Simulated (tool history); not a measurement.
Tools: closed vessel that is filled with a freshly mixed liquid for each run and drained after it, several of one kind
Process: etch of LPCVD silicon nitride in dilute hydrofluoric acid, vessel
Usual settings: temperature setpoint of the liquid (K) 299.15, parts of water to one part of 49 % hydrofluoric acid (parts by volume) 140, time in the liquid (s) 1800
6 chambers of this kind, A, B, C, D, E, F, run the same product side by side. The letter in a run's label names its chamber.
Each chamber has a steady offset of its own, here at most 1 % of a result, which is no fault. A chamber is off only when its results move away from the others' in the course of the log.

run	day	temperature setpoint of the liquid (K)	parts of water to one part of 49 % hydrofluoric acid (parts by volume)	time in the liquid (s)	read-back film thickness of the LPCVD silicon nitride reference wafer, read on the same gauge (nm)	thickness taken off the LPCVD silicon nitride on a monitor wafer (nm)
# day 0.004: chamber C: hydrofluoric acid flow meter replaced
1F	0.092	299.15	140	1800	90.009	8.3766
2D	0.246	299.15	140	1800	89.984	8.4433
3A	0.392	299.15	140	1800	89.97	8.4506
4E	0.504	299.15	140	1800	89.995	8.4687
5B	0.596	299.15	140	1800	89.999	8.5806
6C	0.688	299.15	140	1800	89.989	8.5074
7F	0.783	299.15	140	1800	90.015	8.448
8E	0.896	295.65	205	1800	89.976	4.5884
9B	1.062	295.65	205	1800	89.977	4.6461
10C	1.2	295.65	205	1800	89.991	4.6604
11D	1.333	295.65	205	1800	89.981	4.6461
12A	1.483	295.65	205	1800	89.96	4.6248
13E	1.608	295.65	205	1800	90.014	4.6011
14B	1.767	299.15	140	895	90.005	4.2217
15A	1.95	299.15	140	895	90.014	4.221
16C	2.042	299.15	140	895	90.014	4.2416
# day 2.079: chamber F: thermometer replaced
17D	2.154	299.15	140	895	90.007	4.1851
18F	2.258	299.15	140	895	90.027	4.1728
19E	2.354	299.15	140	895	89.971	4.1574
20F	2.483	299.15	140	1800	90.005	8.3758
21D	2.617	299.15	140	1800	90.024	8.4937
22A	2.775	299.15	140	1800	89.975	8.4564
23C	2.967	299.15	140	1800	90.022	8.4842
24B	3.054	299.15	140	1800	90.011	8.5251
25A	3.258	299.15	140	1800	90.045	8.4156
26C	3.454	299.15	140	1800	89.986	8.4762
27D	3.562	299.15	140	1800	89.983	8.4446
28F	3.692	299.15	140	1800	90.002	8.3857
29B	3.808	299.15	140	1800	89.956	8.4549
30E	3.942	299.15	140	2180	89.989	10.126
31F	4.079	299.15	140	2180	90.028	10.181
32C	4.204	299.15	140	2180	89.995	10.3
33A	4.3	299.15	140	2180	90.014	10.241
34B	4.417	299.15	140	2180	89.966	10.436
35D	4.617	299.15	140	2180	89.966	10.348
36E	4.733	299.15	140	1800	89.988	8.2156
37A	4.825	299.15	140	1800	90.007	8.4644
38B	5.021	297.15	85	1800	89.982	12.253
39D	5.142	297.15	85	1800	90.003	12.064
40E	5.317	297.15	85	1800	89.978	11.925
41F	5.512	297.15	85	1800	89.968	12.163

What goes on in this fleet: one chamber off, a drifting gauge, or nothing beyond the chambers' own small offsets? Name the chamber and the cause, if any.

Chamber E drifts away from the others.
Cause: hydrofluoric acid flow below the setpoint (%) = 3.29.
The log may not tell that from: liquid colder than its thermometer reads (K).

Here are 4 candidates for chamber E's next run, each the usual settings with a change, their results left as question marks. Which one brings its results back in line with what the others give on the usual settings?
In line means no further than this from the other chambers' mean on the usual settings: thickness taken off the LPCVD silicon nitride on a monitor wafer (nm) 0.12
42E-1	5.658	299.15	145	1800		?
42E-2	5.658	299.15	140	1790		?
42E-3	5.658	299.15	140	1860		?
42E-4	5.658	299.15	140	1810		?

The other chambers' mean on the usual settings: thickness taken off the LPCVD silicon nitride on a monitor wafer (nm) 8.478
run	thickness taken off the LPCVD silicon nitride on a monitor wafer (nm)
42E-1	7.9007
42E-2	8.1409
42E-3	8.4593
42E-4	8.2319
42E-3 brings the chamber back in line.

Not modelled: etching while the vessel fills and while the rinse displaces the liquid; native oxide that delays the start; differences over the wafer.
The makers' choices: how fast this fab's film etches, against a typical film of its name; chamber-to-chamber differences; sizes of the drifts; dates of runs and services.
